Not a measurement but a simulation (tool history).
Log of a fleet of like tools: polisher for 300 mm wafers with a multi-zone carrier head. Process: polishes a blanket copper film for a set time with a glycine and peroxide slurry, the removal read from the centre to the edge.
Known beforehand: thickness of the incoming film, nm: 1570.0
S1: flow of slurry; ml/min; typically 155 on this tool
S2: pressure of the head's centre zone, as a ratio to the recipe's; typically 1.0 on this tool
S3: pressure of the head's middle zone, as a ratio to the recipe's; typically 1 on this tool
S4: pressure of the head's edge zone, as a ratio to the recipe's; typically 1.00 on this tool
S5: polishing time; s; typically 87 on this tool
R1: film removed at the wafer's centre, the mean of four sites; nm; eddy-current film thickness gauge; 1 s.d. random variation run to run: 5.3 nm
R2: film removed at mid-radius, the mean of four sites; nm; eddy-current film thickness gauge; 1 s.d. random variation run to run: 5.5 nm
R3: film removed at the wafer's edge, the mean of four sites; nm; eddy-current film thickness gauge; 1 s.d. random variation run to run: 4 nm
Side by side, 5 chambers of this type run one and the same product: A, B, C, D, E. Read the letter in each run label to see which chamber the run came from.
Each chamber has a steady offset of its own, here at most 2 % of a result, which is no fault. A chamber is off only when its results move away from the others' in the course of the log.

| run | hour | S1 | S2 | S3 | S4 | S5 | R1 | R2 | R3 |
|---|---|---|---|---|---|---|---|---|---|
| 1C | 3.5 | 155 | 1.0 | 1 | 1.00 | 87 | 490.36 | 487.25 | 487.84 |
| 2B | 6.5 | 155 | 1.0 | 1 | 1.00 | 87 | 477.30 | 482.56 | 485.14 |
| 3A | 9.9 | 155 | 1.0 | 1 | 1.00 | 87 | 476.48 | 496.03 | 479.24 |
| 4E | 13.1 | 155 | 1.0 | 1 | 1.00 | 87 | 493.40 | 480.89 | 487.85 |
| 5D | 16.4 | 130 | 1.0 | 1 | 1.00 | 87 | 459.70 | 473.18 | 476.00 |
| 6B | 20.9 | 130 | 1.0 | 1 | 1.00 | 87 | 470.51 | 465.42 | 470.75 |
| 7A | 25.4 | 130 | 1.0 | 1 | 1.00 | 87 | 457.78 | 479.10 | 464.82 |
| 8E | 29.4 | 130 | 1.0 | 1 | 1.00 | 87 | 465.97 | 454.10 | 475.25 |
|  | 30.5 | chamber E: edge zone pressure recalibrated |
| 9C | 31.7 | 130 | 1.0 | 1 | 1.00 | 87 | 464.09 | 464.49 | 470.12 |
| 10D | 36.7 | 155 | 1.0 | 1 | 1.00 | 87 | 479.29 | 484.46 | 481.47 |
| 11A | 39.3 | 155 | 1.0 | 1 | 1.00 | 87 | 473.67 | 476.02 | 486.73 |
| 12B | 42.7 | 155 | 1.0 | 1 | 1.00 | 87 | 481.35 | 487.93 | 485.38 |
|  | 43.5 | chamber B: worn pad replaced by a new one |
| 13D | 45.7 | 155 | 1.0 | 1 | 0.92 | 87 | 477.22 | 490.86 | 463.69 |
| 14C | 50.6 | 155 | 1.0 | 1 | 0.92 | 87 | 489.95 | 483.21 | 463.60 |
| 15E | 52.9 | 155 | 1.0 | 1 | 0.92 | 87 | 476.38 | 483.98 | 464.33 |
| 16A | 57.2 | 155 | 1.0 | 1 | 0.92 | 87 | 476.81 | 487.84 | 464.71 |
| 17D | 62.2 | 155 | 1.0 | 1 | 0.92 | 87 | 473.56 | 475.46 | 456.50 |
| 18B | 66.2 | 125 | 1.0 | 1 | 1.00 | 68 | 362.66 | 360.24 | 363.77 |
| 19C | 68.4 | 125 | 1.0 | 1 | 1.00 | 68 | 367.52 | 363.97 | 367.23 |
| 20E | 71.5 | 125 | 1.0 | 1 | 1.00 | 68 | 358.83 | 358.53 | 372.48 |
|  | 72.0 | chamber D: centre zone pressure recalibrated |
| 21E | 74.7 | 125 | 1.0 | 1 | 1.00 | 68 | 369.34 | 352.34 | 364.26 |
| 22C | 77.6 | 125 | 1.0 | 1 | 1.00 | 68 | 364.22 | 366.30 | 367.14 |
|  | 80.6 | chamber C: slurry nozzle cleaned |
| 23B | 82.5 | 155 | 0.9 | 1 | 0.93 | 87 | 425.70 | 484.72 | 463.53 |
| 24A | 85.5 | 155 | 0.9 | 1 | 0.93 | 87 | 422.48 | 489.21 | 470.05 |
| 25D | 89.4 | 155 | 0.9 | 1 | 0.93 | 87 | 410.47 | 465.85 | 448.42 |
|  | 90.7 | chamber E: slurry nozzle cleaned |
| 26A | 93.6 | 155 | 0.9 | 1 | 0.93 | 87 | 435.57 | 489.43 | 465.01 |
|  | 94.5 | chamber E: worn pad replaced by a new one |
| 27E | 98.0 | 155 | 0.9 | 1 | 0.93 | 87 | 431.58 | 471.72 | 468.71 |
| 28C | 102.1 | 155 | 1.0 | 1 | 1.00 | 87 | 492.51 | 481.56 | 480.90 |
| 29D | 106.1 | 155 | 1.0 | 1 | 1.00 | 87 | 454.35 | 457.79 | 450.42 |
| 30B | 110.7 | 155 | 1.0 | 1 | 1.00 | 87 | 485.09 | 492.39 | 482.20 |

Is one chamber off against the others, does the gauge drift, or is nothing wrong? If a chamber is off, say which, and what the likeliest cause is.

It is chamber D that slowly wanders off from its peers.
What lies behind it: removal rate lost through wear of the pad, % = 6.11.
With only this log, it may be confused with: slurry flow missing at the pad, %.

Chamber D could run next with any of the 4 candidate recipes listed below; each alters the usual settings, and their results appear as question marks. Which one brings its results back in line with what the other chambers deliver on the usual settings?
In line means no further than this from the other chambers' mean on the usual settings: R1 18.00 nm; R2 19.00 nm; R3 14.00 nm
| 31D-1 | 114.3 | 160 | 1.01 | 0.99 | 1.01 | 98 | ? | ? | ? |
| 31D-2 | 114.3 | 155 | 1.00 | 1.00 | 1.01 | 93 | ? | ? | ? |
| 31D-3 | 114.3 | 155 | 1.00 | 1.00 | 0.99 | 81 | ? | ? | ? |
| 31D-4 | 114.3 | 155 | 1.00 | 1.01 | 0.99 | 77 | ? | ? | ? |

Other chambers, usual settings, mean: R1 484.98 nm; R2 483.80 nm; R3 483.76 nm
| run | R1 | R2 | R3 |
|---|---|---|---|
| 31D-1 | 516.85 | 509.95 | 513.21 |
| 31D-2 | 481.92 | 485.59 | 484.87 |
| 31D-3 | 419.74 | 422.95 | 417.86 |
| 31D-4 | 399.04 | 405.79 | 397.17 |
Change 31D-2 lands the chamber within the allowed miss of the other chambers.
